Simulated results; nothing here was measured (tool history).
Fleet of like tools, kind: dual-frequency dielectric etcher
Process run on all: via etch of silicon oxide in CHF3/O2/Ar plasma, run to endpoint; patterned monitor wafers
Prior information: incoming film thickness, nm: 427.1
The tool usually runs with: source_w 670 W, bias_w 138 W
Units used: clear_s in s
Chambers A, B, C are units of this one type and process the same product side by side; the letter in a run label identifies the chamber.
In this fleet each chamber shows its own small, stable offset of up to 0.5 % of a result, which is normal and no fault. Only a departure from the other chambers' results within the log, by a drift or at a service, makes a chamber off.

| run | hour | source_w | bias_w | clear_s |
|---|---|---|---|---|
| 1C | 13.3 | 670 | 138 | 224.12 |
| 2A | 22.7 | 670 | 138 | 226.51 |
| 3B | 38.0 | 670 | 138 | 225.76 |
|  | 43.7 | chamber C: source power generator calibrated |
| 4B | 47.2 | 670 | 138 | 226.25 |
| 5A | 60.8 | 670 | 138 | 226.12 |
| 6C | 75.9 | 750 | 138 | 214.26 |
|  | 77.7 | chamber B: wet clean of the chamber |
| 7C | 88.4 | 750 | 138 | 215.10 |
| 8B | 103.5 | 750 | 138 | 215.63 |
| 9A | 110.4 | 670 | 138 | 225.09 |
| 10B | 125.5 | 670 | 138 | 225.21 |
| 11C | 137.3 | 670 | 138 | 224.67 |
| 12A | 151.7 | 670 | 138 | 225.60 |
| 13B | 161.1 | 670 | 138 | 224.68 |
| 14A | 171.3 | 670 | 138 | 226.75 |
|  | 180.6 | chamber C: wet clean of the chamber |
| 15C | 185.3 | 670 | 138 | 224.83 |
| 16B | 199.8 | 760 | 106 | 230.90 |
| 17A | 206.7 | 760 | 106 | 233.47 |
| 18C | 215.0 | 760 | 106 | 230.12 |
| 19A | 230.3 | 670 | 138 | 225.13 |
| 20B | 243.7 | 670 | 138 | 224.47 |

Predict what each chamber gives when all 3 of them run the settings below next.
| 21A | 254.6 | 670 | 138 | ? |
| 21B | 254.6 | 670 | 138 | ? |
| 21C | 254.6 | 670 | 138 | ? |

| run | clear_s |
|---|---|
| 21A | 226.55 |
| 21B | 223.45 |
| 21C | 223.96 |
